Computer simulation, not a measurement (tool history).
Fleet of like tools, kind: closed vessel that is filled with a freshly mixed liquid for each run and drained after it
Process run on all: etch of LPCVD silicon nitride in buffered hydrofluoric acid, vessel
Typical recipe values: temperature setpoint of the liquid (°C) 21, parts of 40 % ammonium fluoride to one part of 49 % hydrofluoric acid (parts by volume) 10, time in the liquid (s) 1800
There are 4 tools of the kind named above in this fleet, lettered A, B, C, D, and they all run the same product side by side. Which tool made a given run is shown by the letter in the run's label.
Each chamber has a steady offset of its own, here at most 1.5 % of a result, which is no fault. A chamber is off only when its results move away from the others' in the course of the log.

run,hour,temperature setpoint of the liquid (°C),parts of 40 % ammonium fluoride to one part of 49 % hydrofluoric acid (parts by volume),time in the liquid (s),hours since the thermometer was replaced,hours since the hydrofluoric acid flow meter was replaced,"read-back film thickness of the LPCVD silicon nitride reference wafer, read on the same gauge (nm)",thickness taken off the LPCVD silicon nitride on a monitor wafer (nm)
1B,4.2,21,10,1800,1950.4,518.7,149.98,22.769
2C,10.6,21,10,1800,974.8,995.2,150,22.466
3A,18,21,10,1800,1004.8,144.2,149.99,23.258
4D,23.2,21,10,1800,122.4,1595.5,149.98,22.287
5A,29.6,21,10,1800,1016.4,155.8,150.01,23.103
6C,34.8,21,10,1800,999,1019.4,150.01,22.18
7D,42,21,10,1800,141.2,1614.3,150,22.07
8B,47.9,21,10,1800,1994.1,562.4,150.03,22.549
# hour 48.9: chamber D: hydrofluoric acid flow meter replaced
9C,52,21,10,1800,1016.2,1036.6,149.98,22.303
10A,57.8,21,10,1800,1044.6,184,149.97,22.998
11B,64.1,21,10,1800,2010.3,578.6,149.99,22.265
12D,68.7,21,10,1800,167.9,19.8,150.02,22.336
13D,73,21,10,1800,172.2,24.1,150,22.06
14B,77.3,21,10,1800,2023.5,591.8,150.01,22.571
15A,83.4,21,10,1800,1070.2,209.6,150.04,22.945
16C,89.1,17.5,10,1115,1053.3,1073.7,150,11.45
17A,95.5,17.5,10,1115,1082.3,221.7,149.99,11.638
18C,99.2,17.5,10,1115,1063.4,1083.8,149.99,11.557
19B,104.4,17.5,10,1115,2050.6,618.9,150,11.272
20D,111.1,21,10,1800,210.3,62.2,149.97,22.326
21A,116.5,21,10,1800,1103.3,242.7,149.99,23.032
22D,120.1,21,10,1800,219.3,71.2,149.97,22.392
23C,126.6,21,10,1800,1090.8,1111.2,150.03,22.412
24B,130.3,23.5,6.5,1800,2076.5,644.8,150.01,37.504
25B,135.7,23.5,6.5,1800,2081.9,650.2,150.01,37.744
26C,141.4,23.5,6.5,1800,1105.6,1126,150,37.923
27D,148.4,23.5,6.5,1800,247.6,99.5,150,38.569
28A,155.7,21,10,1800,1142.5,281.9,149.98,23.221
29D,161,21,10,1800,260.2,112.1,149.97,22.261
30B,165.6,21,10,1800,2111.8,680.1,150.02,21.428
31C,173,21,10,1800,1137.2,1157.6,150,22.494
32A,178.6,21,10,1800,1165.4,304.8,150.01,22.984
33B,184.5,21,10,1800,2130.7,699,149.98,21.528
34A,190.5,21,10,1800,1177.3,316.7,150.03,22.925
35D,196.3,21,10,1800,295.5,147.4,150.02,22.329
36C,203.1,21,10,1800,1167.3,1187.7,150.04,22.539
37A,208.1,21,10,1800,1194.9,334.3,150.02,22.699
38B,211.5,21,10,1800,2157.7,726,150.04,21.243
39C,217.6,21,10,1800,1181.8,1202.2,149.97,22.169
40D,221.3,21,10,1800,320.5,172.4,150.01,22.331
41C,224.6,21,10,1800,1188.8,1209.2,150.03,22.626
42A,231.5,21,10,1800,1218.3,357.7,149.99,22.846
43B,237,21,10,1800,2183.2,751.5,149.96,20.929
44D,242.2,21,10,1800,341.4,193.3,150,22.133

Next, every chamber runs the same settings. What will each give?
45A,247.5,21,13,1800,,,,?
45B,247.5,21,13,1800,,,,?
45C,247.5,21,13,1800,,,,?
45D,247.5,21,13,1800,,,,?

run,thickness taken off the LPCVD silicon nitride on a monitor wafer (nm)
45A,17.962
45B,15.994
45C,17.381
45D,17.096

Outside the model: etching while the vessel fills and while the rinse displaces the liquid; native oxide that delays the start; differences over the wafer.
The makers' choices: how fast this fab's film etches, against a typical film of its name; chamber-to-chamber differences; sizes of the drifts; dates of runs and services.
